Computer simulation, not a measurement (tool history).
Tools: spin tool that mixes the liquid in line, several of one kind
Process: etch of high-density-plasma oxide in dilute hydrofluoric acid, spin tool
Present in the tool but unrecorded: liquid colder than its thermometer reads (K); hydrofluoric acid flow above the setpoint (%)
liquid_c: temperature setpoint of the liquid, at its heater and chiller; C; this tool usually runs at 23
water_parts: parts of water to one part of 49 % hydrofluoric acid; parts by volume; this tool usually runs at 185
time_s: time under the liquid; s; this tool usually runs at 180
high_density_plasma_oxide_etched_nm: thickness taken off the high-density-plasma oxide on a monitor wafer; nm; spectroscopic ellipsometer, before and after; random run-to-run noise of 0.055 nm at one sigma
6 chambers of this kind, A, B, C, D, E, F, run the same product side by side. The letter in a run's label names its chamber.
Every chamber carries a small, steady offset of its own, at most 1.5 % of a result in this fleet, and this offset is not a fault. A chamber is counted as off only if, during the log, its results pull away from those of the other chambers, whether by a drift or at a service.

run,hour,liquid_c,water_parts,time_s,hours since the thermometer was replaced,hours since the hydrofluoric acid flow meter was replaced,"read-back film thickness of the high-density-plasma oxide reference wafer, read on the same gauge (nm)",high_density_plasma_oxide_etched_nm
1F,3.6,23,185,180,437.5,336.5,89.981,5.6739
2C,6.2,23,185,180,1409.1,142.2,89.988,5.5379
3D,8.8,23,185,180,1203.4,1128.4,89.99,5.6071
4A,11,23,185,180,11.9,1378.7,90.006,5.5423
5B,15.8,23,185,180,71.9,2245.5,90.037,5.6528
# hour 16.9: chamber E: thermometer replaced
6E,19.8,23,185,180,3,1438.4,89.988,5.6024
7A,24.4,23,185,180,25.3,1392.1,90.027,5.5039
8D,28.1,23,185,180,1222.7,1147.7,89.998,5.6924
9C,30.7,23,185,180,1433.6,166.7,90.045,5.6429
10E,34.1,19.5,185,180,17.3,1452.7,90.031,4.9078
11B,38.8,19.5,185,180,94.9,2268.5,90.025,4.8927
12F,41.8,19.5,185,180,475.7,374.7,90.044,5.0015
13A,44.4,19.5,185,180,45.3,1412.1,89.998,4.8033
14C,48.4,19.5,185,180,1451.3,184.4,90.009,4.939
15D,52,19.5,185,180,1246.6,1171.6,89.983,5.0035
16E,55.7,23,185,180,38.9,1474.3,90.023,5.6985
17B,59.3,23,185,180,115.4,2289,90.006,5.7036
18F,63.7,23,185,180,497.6,396.6,89.996,5.7734
19A,67.5,23,185,285,68.4,1435.2,89.98,8.8352
20B,70.6,23,185,285,126.7,2300.3,89.994,9.0999
21F,72.8,23,185,285,506.7,405.7,90.022,9.3091
22C,76.5,23,185,285,1479.4,212.5,89.944,8.8077
23E,80.1,23,185,285,63.3,1498.7,89.99,8.9454
24D,82.7,23,185,285,1277.3,1202.3,89.987,8.9708
25A,86.3,23,185,180,87.2,1454,89.962,5.5563
# hour 87.2: chamber E: hydrofluoric acid flow meter replaced
26D,90.1,23,185,180,1284.7,1209.7,89.987,5.7173
27B,92.9,23,185,180,149,2322.6,90.018,5.7523
28F,96.3,23,185,180,530.2,429.2,89.994,5.8268
29E,101.1,18,100,180,84.3,13.9,90.017,9.2771
30C,105.9,18,100,180,1508.8,241.9,89.985,9.18
31F,110,18,100,180,543.9,442.9,90.026,9.9805
32E,112.8,18,100,180,96,25.6,90.009,9.3175
33D,116.4,18,100,180,1311,1236,90.005,9.3961
34A,119.2,18,100,180,120.1,1486.9,89.995,9.2062
35C,123,23,185,180,1525.9,259,89.966,5.5888
36B,125.4,23,185,180,181.5,2355.1,89.983,5.7166
37A,128.2,23,185,215,129.1,1495.9,89.973,6.5601
38B,131.9,23,185,215,188,2361.6,90.022,6.7239
39D,134.4,23,185,215,1329,1254,89.986,6.7493
40C,138.3,23,185,215,1541.2,274.3,89.974,6.6722
41E,141,23,185,215,124.2,53.8,90.016,6.6866
42F,145.5,23,185,215,579.4,478.4,89.997,7.3456
43C,150,23,185,180,1552.9,286,89.987,5.7012

All 6 chambers run these settings next. Forecast each chamber's results:
44A,153.5,23,185,180,,,,?
44B,153.5,23,185,180,,,,?
44C,153.5,23,185,180,,,,?
44D,153.5,23,185,180,,,,?
44E,153.5,23,185,180,,,,?
44F,153.5,23,185,180,,,,?

run,high_density_plasma_oxide_etched_nm
44A,5.5007
44B,5.7832
44C,5.6584
44D,5.7313
44E,5.7161
44F,6.1694
